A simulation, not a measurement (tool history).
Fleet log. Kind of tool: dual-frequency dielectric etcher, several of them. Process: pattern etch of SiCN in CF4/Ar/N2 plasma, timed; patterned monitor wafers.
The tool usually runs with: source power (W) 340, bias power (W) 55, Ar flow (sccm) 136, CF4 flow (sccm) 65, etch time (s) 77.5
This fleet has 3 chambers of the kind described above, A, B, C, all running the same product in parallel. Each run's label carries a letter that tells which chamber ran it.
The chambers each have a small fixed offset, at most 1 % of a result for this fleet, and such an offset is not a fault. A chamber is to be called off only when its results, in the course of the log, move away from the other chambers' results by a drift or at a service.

run   hour  source power (W)  bias power (W)  Ar flow (sccm)  CF4 flow (sccm)  etch time (s)  hours since the last wet clean  hours since the last source power generator calibration  hours since the last bias power generator calibration  hours since the last Ar flow controller change  hours since the last CF4 flow controller change  read-back reference wafer on the same gauge, depth_nm  mean etch depth across the wafer (nm)
 1B    4.3               340              55             136               65           77.5                           511.4                                                   1084.2                                                  855.9                                          1218.1                                           2242.2                                                  53.12                                 44.895
 2C      8               340              55             136               65           77.5                           511.2                                                   1152.5                                                    189                                          1241.6                                            133.8                                                 53.131                                 44.247
 3A   10.5               340              55             136               65           77.5                           311.3                                                      538                                                  249.9                                          3139.2                                            408.7                                                 53.042                                 45.132
 4B   15.1               340              55             136               65           77.5                           522.2                                                     1095                                                  866.7                                          1228.9                                             2253                                                 53.053                                   44.8
 5A   17.8               340              55             136               65           77.5                           318.6                                                    545.3                                                  257.2                                          3146.5                                              416                                                 53.055                                 45.031
 6C   22.2               270              55             136               65             85                           525.4                                                   1166.7                                                  203.2                                          1255.8                                              148                                                 53.112                                 39.376
 7C     27               270              55             136               65             85                           530.2                                                   1171.5                                                    208                                          1260.6                                            152.8                                                 53.115                                 39.685
 8A   29.3               270              55             136               65             85                           330.1                                                    556.8                                                  268.7                                            3158                                            427.5                                                 53.103                                 40.521
 9B   33.1               340              55             136               65           77.5                           540.2                                                     1113                                                  884.7                                          1246.9                                             2271                                                 53.072                                  44.43
10A   38.3               340              55             136               65           77.5                           339.1                                                    565.8                                                  277.7                                            3167                                            436.5                                                 53.028                                 45.162
11B   40.7               340              55             136               65           77.5                           547.8                                                   1120.6                                                  892.3                                          1254.5                                           2278.6                                                 53.061                                 44.884
12C   44.9               340              55             136               65           77.5                           548.1                                                   1189.4                                                  225.9                                          1278.5                                            170.7                                                 53.082                                 44.376
13A   48.9               340              55             136               65           77.5                           349.7                                                    576.4                                                  288.3                                          3177.6                                            447.1                                                 53.115                                 45.021
14B   52.2               340              55             136               65           77.5                           559.3                                                   1132.1                                                  903.8                                            1266                                           2290.1                                                 53.035                                 44.801
15C   57.2               340              55             136               65           77.5                           560.4                                                   1201.7                                                  238.2                                          1290.8                                              183                                                 53.137                                 44.309
16C   61.9               340              55             136               65           77.5                           565.1                                                   1206.4                                                  242.9                                          1295.5                                            187.7                                                 53.067                                 44.171
17A   64.3               340              55             136               65           77.5                           365.1                                                    591.8                                                  303.7                                            3193                                            462.5                                                 53.108                                 44.982
18B   68.8               340              55             136               65           77.5                           575.9                                                   1148.7                                                  920.4                                          1282.6                                           2306.7                                                 53.139                                 44.975
19A     74               340              55             136               65           77.5                           374.8                                                    601.5                                                  313.4                                          3202.7                                            472.2                                                 53.121                                 44.682
20B   77.3               340              55             136               65           77.5                           584.4                                                   1157.2                                                  928.9                                          1291.1                                           2315.2                                                 53.168                                 44.596
21C   80.3               340              55             136               65           77.5                           583.5                                                   1224.8                                                  261.3                                          1313.9                                            206.1                                                 53.065                                  44.38
22A   84.1               340              55             136               71           77.5                           384.9                                                    611.6                                                  323.5                                          3212.8                                            482.3                                                 53.049                                  45.89
23B   87.8               340              55             136               71           77.5                           594.9                                                   1167.7                                                  939.4                                          1301.6                                           2325.7                                                 53.081                                 45.437
24C   90.1               340              55             136               71           77.5                           593.3                                                   1234.6                                                  271.1                                          1323.7                                            215.9                                                 53.094                                 45.434
25C   93.7               340              55             136               65           77.5                           596.9                                                   1238.2                                                  274.7                                          1327.3                                            219.5                                                 53.059                                 44.345
26B     96               340              55             136               65           77.5                           603.1                                                   1175.9                                                  947.6                                          1309.8                                           2333.9                                                 53.141                                 44.461
27A   99.6               340              55             136               65           77.5                           400.4                                                    627.1                                                    339                                          3228.3                                            497.8                                                 53.089                                 45.313
     100.4  -- chamber B: wet clean of the chamber
28A  103.3               340              55             136               65           77.5                           404.1                                                    630.8                                                  342.7                                            3232                                            501.5                                                 53.139                                 45.047
29C    107               340              55             136               65           77.5                           610.2                                                   1251.5                                                    288                                          1340.6                                            232.8                                                  53.07                                 44.147
30B  111.6               340              55             136               65           77.5                            11.3                                                   1191.5                                                  963.2                                          1325.4                                           2349.5                                                 53.078                                 45.059

One chamber off, gauge drift, or nothing amiss beyond the chambers' own small offsets? If it is a chamber, which one, and what is the likeliest cause?

Beyond each chamber's small constant offset nothing stands out, and the gauge stays steady.
